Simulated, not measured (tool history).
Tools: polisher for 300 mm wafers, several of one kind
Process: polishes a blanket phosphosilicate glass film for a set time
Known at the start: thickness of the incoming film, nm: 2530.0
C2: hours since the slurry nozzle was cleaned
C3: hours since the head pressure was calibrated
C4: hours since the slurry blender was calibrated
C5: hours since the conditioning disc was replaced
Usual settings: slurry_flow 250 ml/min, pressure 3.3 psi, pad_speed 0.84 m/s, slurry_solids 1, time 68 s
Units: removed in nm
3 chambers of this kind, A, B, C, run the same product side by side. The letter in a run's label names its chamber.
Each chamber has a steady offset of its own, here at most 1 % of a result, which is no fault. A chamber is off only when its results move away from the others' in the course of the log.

-- hour=0.8 chamber B: slurry blender recalibrated
run 1C hour=7.6 | slurry_flow=250 pressure=3.3 pad_speed=0.84 slurry_solids=1 time=68 | wafers_polished_on_this_pad=335 C2=140.8 C3=263.9 C4=14.1 C5=114.3 | removed=468.84
run 2A hour=11.9 | slurry_flow=250 pressure=3.3 pad_speed=0.84 slurry_solids=1 time=68 | wafers_polished_on_this_pad=132 C2=352.8 C3=290.8 C4=258.9 C5=306.2 | removed=462.77
run 3B hour=17.3 | slurry_flow=250 pressure=3.3 pad_speed=0.84 slurry_solids=1 time=68 | wafers_polished_on_this_pad=818 C2=153.4 C3=103.2 C4=16.6 C5=41.5 | removed=475.09
-- hour=23.1 chamber C: conditioning disc replaced and pad reconditioned
run 4A hour=24.1 | slurry_flow=250 pressure=3.3 pad_speed=0.84 slurry_solids=1 time=68 | wafers_polished_on_this_pad=257 C2=365 C3=303 C4=271.1 C5=318.4 | removed=471.99
run 5C hour=30.4 | slurry_flow=250 pressure=3.3 pad_speed=0.84 slurry_solids=1 time=68 | wafers_polished_on_this_pad=567 C2=163.6 C3=286.7 C4=36.9 C5=7.3 | removed=477.15
run 6B hour=34.5 | slurry_flow=250 pressure=3.3 pad_speed=0.84 slurry_solids=1 time=68 | wafers_polished_on_this_pad=993 C2=170.6 C3=120.4 C4=33.8 C5=58.7 | removed=459.39
-- hour=37.2 chamber B: worn pad replaced by a new one
run 7A hour=40.2 | slurry_flow=250 pressure=3.3 pad_speed=0.84 slurry_solids=1 time=68 | wafers_polished_on_this_pad=420 C2=381.1 C3=319.1 C4=287.2 C5=334.5 | removed=467.2
run 8B hour=44.4 | slurry_flow=250 pressure=3.8 pad_speed=0.66 slurry_solids=1 time=68 | wafers_polished_on_this_pad=73 C2=180.5 C3=130.3 C4=43.7 C5=68.6 | removed=444.48
run 9C hour=48.3 | slurry_flow=250 pressure=3.8 pad_speed=0.66 slurry_solids=1 time=68 | wafers_polished_on_this_pad=749 C2=181.5 C3=304.6 C4=54.8 C5=25.2 | removed=446.04
run 10C hour=54.4 | slurry_flow=250 pressure=3.8 pad_speed=0.66 slurry_solids=1 time=68 | wafers_polished_on_this_pad=811 C2=187.6 C3=310.7 C4=60.9 C5=31.3 | removed=447.78
run 11B hour=60.6 | slurry_flow=250 pressure=4.3 pad_speed=0.84 slurry_solids=1 time=68 | wafers_polished_on_this_pad=238 C2=196.7 C3=146.5 C4=59.9 C5=84.8 | removed=606.1
run 12A hour=66.4 | slurry_flow=250 pressure=4.3 pad_speed=0.84 slurry_solids=1 time=68 | wafers_polished_on_this_pad=687 C2=407.3 C3=345.3 C4=313.4 C5=360.7 | removed=608.09
-- hour=69.4 chamber A: worn pad replaced by a new one
run 13A hour=71.2 | slurry_flow=250 pressure=4.3 pad_speed=0.84 slurry_solids=1 time=68 | wafers_polished_on_this_pad=18 C2=412.1 C3=350.1 C4=318.2 C5=365.5 | removed=608.08
run 14C hour=76.5 | slurry_flow=250 pressure=3.3 pad_speed=0.84 slurry_solids=1 time=68 | wafers_polished_on_this_pad=1036 C2=209.7 C3=332.8 C4=83 C5=53.4 | removed=470.1
run 15B hour=80.7 | slurry_flow=250 pressure=3.3 pad_speed=0.84 slurry_solids=1 time=68 | wafers_polished_on_this_pad=442 C2=216.8 C3=166.6 C4=80 C5=104.9 | removed=467.3
run 16B hour=88.5 | slurry_flow=250 pressure=3.3 pad_speed=0.84 slurry_solids=1 time=68 | wafers_polished_on_this_pad=522 C2=224.6 C3=174.4 C4=87.8 C5=112.7 | removed=474.7
run 17A hour=96 | slurry_flow=250 pressure=3.3 pad_speed=0.84 slurry_solids=1 time=68 | wafers_polished_on_this_pad=271 C2=436.9 C3=374.9 C4=343 C5=390.3 | removed=466.38
run 18C hour=101.6 | slurry_flow=250 pressure=3.3 pad_speed=0.84 slurry_solids=1 time=68 | wafers_polished_on_this_pad=1292 C2=234.8 C3=357.9 C4=108.1 C5=78.5 | removed=458.63
-- hour=107 chamber C: worn pad replaced by a new one
run 19C hour=107 | slurry_flow=250 pressure=3.3 pad_speed=0.84 slurry_solids=1.3 time=83 | wafers_polished_on_this_pad=0 C2=240.2 C3=363.3 C4=113.5 C5=83.9 | removed=650.55
run 20A hour=113.9 | slurry_flow=250 pressure=3.3 pad_speed=0.84 slurry_solids=1.3 time=83 | wafers_polished_on_this_pad=453 C2=454.8 C3=392.8 C4=360.9 C5=408.2 | removed=636.57
-- hour=119.4 chamber B: worn pad replaced by a new one
run 21B hour=122.2 | slurry_flow=250 pressure=3.3 pad_speed=0.84 slurry_solids=1.3 time=83 | wafers_polished_on_this_pad=29 C2=258.3 C3=208.1 C4=121.5 C5=146.4 | removed=646.09
-- hour=129 chamber B: slurry nozzle cleaned
run 22B hour=130.1 | slurry_flow=250 pressure=3.3 pad_speed=0.84 slurry_solids=1 time=68 | wafers_polished_on_this_pad=109 C2=1.2 C3=216 C4=129.4 C5=154.3 | removed=470.62
-- hour=133.3 chamber A: conditioning disc replaced and pad reconditioned
run 23A hour=134.3 | slurry_flow=250 pressure=3.3 pad_speed=0.84 slurry_solids=1 time=68 | wafers_polished_on_this_pad=660 C2=475.2 C3=413.2 C4=381.3 C5=1.1 | removed=460.34
-- hour=134.5 chamber A: worn pad replaced by a new one
-- hour=134.6 chamber C: conditioning disc replaced and pad reconditioned
-- hour=135.8 chamber C: slurry blender recalibrated
run 24C hour=138.3 | slurry_flow=250 pressure=3.3 pad_speed=0.84 slurry_solids=1 time=68 | wafers_polished_on_this_pad=318 C2=271.5 C3=394.6 C4=2.5 C5=3.7 | removed=476.14
run 25C hour=142.5 | slurry_flow=250 pressure=3.3 pad_speed=0.84 slurry_solids=1 time=68 | wafers_polished_on_this_pad=361 C2=275.7 C3=398.8 C4=6.7 C5=7.9 | removed=465.47
run 26A hour=146.5 | slurry_flow=250 pressure=3.3 pad_speed=0.84 slurry_solids=1 time=68 | wafers_polished_on_this_pad=122 C2=487.4 C3=425.4 C4=393.5 C5=13.3 | removed=468.35
run 27B hour=152.4 | slurry_flow=250 pressure=3.3 pad_speed=0.84 slurry_solids=1 time=68 | wafers_polished_on_this_pad=336 C2=23.5 C3=238.3 C4=151.7 C5=176.6 | removed=468.45
run 28C hour=159.3 | slurry_flow=250 pressure=3.3 pad_speed=0.84 slurry_solids=1 time=68 | wafers_polished_on_this_pad=532 C2=292.5 C3=415.6 C4=23.5 C5=24.7 | removed=471.2
run 29B hour=166.2 | slurry_flow=250 pressure=3.3 pad_speed=0.84 slurry_solids=1 time=68 | wafers_polished_on_this_pad=476 C2=37.3 C3=252.1 C4=165.5 C5=190.4 | removed=475.99

Is one chamber off against the others, does the gauge drift, or is nothing wrong? If a chamber is off, say which, and what the likeliest cause is.

No chamber stands off beyond its own small offset, and the gauge holds steady.
